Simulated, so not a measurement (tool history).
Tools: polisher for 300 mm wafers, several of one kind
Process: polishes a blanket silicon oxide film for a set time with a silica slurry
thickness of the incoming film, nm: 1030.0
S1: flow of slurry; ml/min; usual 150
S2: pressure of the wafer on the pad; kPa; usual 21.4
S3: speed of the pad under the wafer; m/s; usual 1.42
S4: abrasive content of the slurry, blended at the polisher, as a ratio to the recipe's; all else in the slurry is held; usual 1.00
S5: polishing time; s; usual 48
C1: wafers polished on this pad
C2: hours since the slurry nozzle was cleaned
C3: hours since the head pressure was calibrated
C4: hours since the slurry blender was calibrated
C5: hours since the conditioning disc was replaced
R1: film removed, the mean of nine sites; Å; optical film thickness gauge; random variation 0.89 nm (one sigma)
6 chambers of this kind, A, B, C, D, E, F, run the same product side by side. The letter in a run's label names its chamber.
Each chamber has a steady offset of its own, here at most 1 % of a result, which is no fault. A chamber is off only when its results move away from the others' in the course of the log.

| run | hour | S1 | S2 | S3 | S4 | S5 | C1 | C2 | C3 | C4 | C5 | R1 |
|---|---|---|---|---|---|---|---|---|---|---|---|---|
|  | 4.7 | chamber F: worn pad replaced by a new one |
|  | 8.8 | chamber C: worn pad replaced by a new one |
|  | 11.2 | chamber B: head pressure recalibrated |
| 1F | 14.1 | 150 | 21.4 | 1.42 | 1.00 | 48 | 87 | 160.9 | 1268.6 | 81.5 | 321.2 | 1470.7 |
| 2D | 26.6 | 150 | 21.4 | 1.42 | 1.00 | 48 | 465 | 599.1 | 120.8 | 131.4 | 139.9 | 1471.8 |
|  | 26.7 | chamber D: conditioning disc replaced and pad reconditioned |
| 3C | 33.5 | 150 | 21.4 | 1.42 | 1.00 | 48 | 230 | 413.6 | 347.0 | 426.1 | 164.2 | 1488.8 |
|  | 36.5 | chamber F: conditioning disc replaced and pad reconditioned |
| 4E | 47.4 | 150 | 21.4 | 1.42 | 1.00 | 48 | 446 | 716.4 | 376.0 | 106.7 | 292.0 | 1448.2 |
|  | 49.3 | chamber A: worn pad replaced by a new one |
|  | 52.6 | chamber E: slurry nozzle cleaned |
| 5B | 54.1 | 150 | 21.4 | 1.42 | 1.00 | 48 | 734 | 336.4 | 42.9 | 258.0 | 254.5 | 1441.0 |
| 6A | 62.1 | 150 | 21.4 | 1.42 | 1.00 | 48 | 119 | 442.4 | 766.6 | 311.0 | 484.6 | 1464.1 |
|  | 62.5 | chamber B: worn pad replaced by a new one |
|  | 62.6 | chamber C: slurry blender recalibrated |
|  | 74.0 | chamber F: slurry blender recalibrated |
| 7E | 75.8 | 150 | 21.4 | 1.42 | 1.00 | 48 | 710 | 23.2 | 404.4 | 135.1 | 320.4 | 1442.5 |
|  | 83.6 | chamber E: worn pad replaced by a new one |
| 8F | 85.9 | 150 | 21.4 | 1.42 | 1.00 | 48 | 754 | 232.7 | 1340.4 | 11.9 | 49.4 | 1469.6 |
|  | 91.9 | chamber D: slurry blender recalibrated |
|  | 92.3 | chamber D: worn pad replaced by a new one |
| 9D | 92.5 | 150 | 21.4 | 1.42 | 1.00 | 48 | 2 | 665.0 | 186.7 | 0.6 | 65.8 | 1458.8 |
|  | 94.1 | chamber A: slurry blender recalibrated |
|  | 94.4 | chamber F: worn pad replaced by a new one |
| 10B | 98.6 | 150 | 21.4 | 1.84 | 1.00 | 48 | 335 | 380.9 | 87.4 | 302.5 | 299.0 | 1778.1 |
|  | 100.0 | chamber E: conditioning disc replaced and pad reconditioned |
| 11A | 108.5 | 150 | 21.4 | 1.84 | 1.00 | 48 | 550 | 488.8 | 813.0 | 14.4 | 531.0 | 1826.9 |
|  | 120.3 | chamber E: slurry blender recalibrated |
| 12C | 122.6 | 150 | 21.4 | 1.84 | 1.00 | 48 | 1057 | 502.7 | 436.1 | 60.1 | 253.3 | 1802.6 |
|  | 125.6 | chamber C: worn pad replaced by a new one |
|  | 129.1 | chamber A: conditioning disc replaced and pad reconditioned |
| 13F | 134.7 | 150 | 21.4 | 1.84 | 1.00 | 48 | 374 | 281.5 | 1389.2 | 60.7 | 98.2 | 1816.6 |
|  | 138.8 | chamber C: slurry nozzle cleaned |
|  | 139.0 | chamber B: worn pad replaced by a new one |
| 14E | 143.9 | 150 | 21.4 | 1.84 | 1.00 | 48 | 560 | 91.3 | 472.5 | 23.6 | 44.0 | 1818.1 |
|  | 147.0 | chamber D: conditioning disc replaced and pad reconditioned |
| 15D | 153.5 | 150 | 21.4 | 1.84 | 1.00 | 48 | 568 | 726.0 | 247.7 | 61.6 | 6.6 | 1806.9 |
| 16C | 163.4 | 150 | 21.4 | 1.42 | 1.00 | 48 | 351 | 24.7 | 476.9 | 100.9 | 294.1 | 1457.3 |
|  | 163.9 | chamber A: worn pad replaced by a new one |
| 17A | 172.5 | 150 | 21.4 | 1.42 | 1.00 | 48 | 80 | 552.8 | 877.0 | 78.4 | 43.4 | 1482.4 |
|  | 172.8 | chamber E: worn pad replaced by a new one |
|  | 173.7 | chamber B: slurry blender recalibrated |
| 18B | 181.7 | 150 | 21.4 | 1.42 | 1.00 | 48 | 396 | 464.0 | 170.5 | 8.1 | 382.1 | 1445.7 |
|  | 183.9 | chamber F: worn pad replaced by a new one |
| 19D | 189.0 | 150 | 21.4 | 1.42 | 1.00 | 48 | 898 | 761.5 | 283.2 | 97.1 | 42.1 | 1462.1 |
| 20A | 201.6 | 150 | 21.4 | 1.42 | 1.00 | 48 | 350 | 581.9 | 906.1 | 107.5 | 72.5 | 1479.4 |
| 21E | 208.9 | 150 | 21.4 | 1.42 | 1.00 | 48 | 336 | 156.3 | 537.5 | 88.6 | 109.0 | 1469.4 |
|  | 215.3 | chamber D: slurry nozzle cleaned |
|  | 218.2 | chamber D: worn pad replaced by a new one |
|  | 221.1 | chamber B: worn pad replaced by a new one |
| 22F | 221.5 | 150 | 21.4 | 1.42 | 1.00 | 48 | 349 | 368.3 | 1476.0 | 147.5 | 185.0 | 1488.4 |
| 23C | 232.0 | 150 | 21.4 | 1.42 | 1.00 | 48 | 988 | 93.3 | 545.5 | 169.5 | 362.7 | 1433.2 |
| 24B | 240.4 | 150 | 21.4 | 1.42 | 1.00 | 48 | 179 | 522.7 | 229.2 | 66.8 | 440.8 | 1453.5 |
|  | 244.6 | chamber F: slurry blender recalibrated |
|  | 247.1 | chamber F: slurry nozzle cleaned |
|  | 252.8 | chamber E: worn pad replaced by a new one |
| 25E | 254.0 | 150 | 21.4 | 1.42 | 1.00 | 48 | 11 | 201.4 | 582.6 | 133.7 | 154.1 | 1473.6 |
|  | 257.1 | chamber C: conditioning disc replaced and pad reconditioned |
|  | 262.7 | chamber F: worn pad replaced by a new one |
| 26F | 264.0 | 150 | 21.4 | 1.42 | 1.00 | 48 | 12 | 17.0 | 1518.5 | 19.5 | 227.5 | 1472.5 |
|  | 268.0 | chamber C: worn pad replaced by a new one |
| 27D | 270.3 | 150 | 21.4 | 1.42 | 1.00 | 48 | 484 | 55.1 | 364.5 | 178.4 | 123.4 | 1454.7 |
|  | 280.6 | chamber A: worn pad replaced by a new one |
| 28B | 282.4 | 150 | 21.4 | 1.42 | 1.00 | 48 | 569 | 564.7 | 271.2 | 108.8 | 482.8 | 1463.5 |
|  | 286.4 | chamber D: slurry blender recalibrated |
| 29A | 292.0 | 150 | 29.0 | 1.42 | 1.15 | 48 | 106 | 672.3 | 996.5 | 197.9 | 162.9 | 2109.6 |
| 30C | 299.5 | 150 | 29.0 | 1.42 | 1.15 | 48 | 293 | 160.8 | 613.0 | 237.0 | 42.4 | 2049.3 |
|  | 301.5 | chamber B: worn pad replaced by a new one |
|  | 301.7 | chamber D: conditioning disc replaced and pad reconditioned |
| 31E | 309.3 | 150 | 29.0 | 1.42 | 1.15 | 48 | 525 | 256.7 | 637.9 | 189.0 | 209.4 | 2104.2 |
|  | 310.8 | chamber B: head pressure recalibrated |
|  | 312.6 | chamber F: head pressure recalibrated |
|  | 320.5 | chamber E: slurry blender recalibrated |
| 32A | 322.2 | 150 | 29.0 | 1.42 | 1.15 | 48 | 386 | 702.5 | 1026.7 | 228.1 | 193.1 | 2124.2 |
|  | 322.6 | chamber B: conditioning disc replaced and pad reconditioned |
| 33B | 333.9 | 150 | 29.0 | 1.42 | 1.15 | 48 | 301 | 616.2 | 23.1 | 160.3 | 11.4 | 2094.6 |
|  | 338.2 | chamber F: worn pad replaced by a new one |
|  | 340.6 | chamber D: worn pad replaced by a new one |
| 34D | 348.0 | 150 | 29.0 | 1.42 | 1.15 | 48 | 68 | 132.8 | 442.2 | 61.7 | 46.3 | 2121.1 |
|  | 352.1 | chamber E: worn pad replaced by a new one |
| 35C | 355.6 | 150 | 21.4 | 1.42 | 1.00 | 48 | 814 | 216.9 | 669.1 | 293.1 | 98.5 | 1400.1 |
| 36F | 367.2 | 150 | 21.4 | 1.42 | 1.00 | 48 | 270 | 120.2 | 54.7 | 122.7 | 330.7 | 1470.6 |
| 37D | 379.2 | 150 | 21.4 | 1.42 | 1.00 | 48 | 358 | 164.0 | 473.4 | 92.9 | 77.5 | 1465.7 |
| 38E | 391.6 | 150 | 21.4 | 1.42 | 1.00 | 48 | 366 | 339.0 | 720.2 | 71.1 | 291.7 | 1486.8 |

What goes on in this fleet: one chamber off, a drifting gauge, or nothing beyond the chambers' own small offsets? Name the chamber and the cause, if any.

Chamber C drifts away from the others.
Cause: head's pressure below its setpoint, % = 5.83.
The log may not tell that from: abrasive missing from the slurry, %.

Here are 4 candidates for chamber C's next run, each the usual settings with a change, their results left as question marks. Which one brings its results back in line with what the others give on the usual settings?
In line means no further than this from the other chambers' mean on the usual settings: R1 31.0 Å
| 39C-1 | 401.8 | 150 | 21.4 | 1.42 | 1.00 | 49 |  |  |  |  |  | ? |
| 39C-2 | 401.8 | 150 | 21.4 | 1.40 | 1.00 | 48 |  |  |  |  |  | ? |
| 39C-3 | 401.8 | 150 | 22.1 | 1.44 | 1.00 | 49 |  |  |  |  |  | ? |
| 39C-4 | 401.8 | 150 | 21.4 | 1.42 | 0.90 | 48 |  |  |  |  |  | ? |

The other chambers' mean on the usual settings: R1 1464.7 Å
| run | R1 |
|---|---|
| 39C-1 | 1412.7 |
| 39C-2 | 1368.1 |
| 39C-3 | 1474.4 |
| 39C-4 | 1316.2 |
39C-3 brings the chamber back in line.
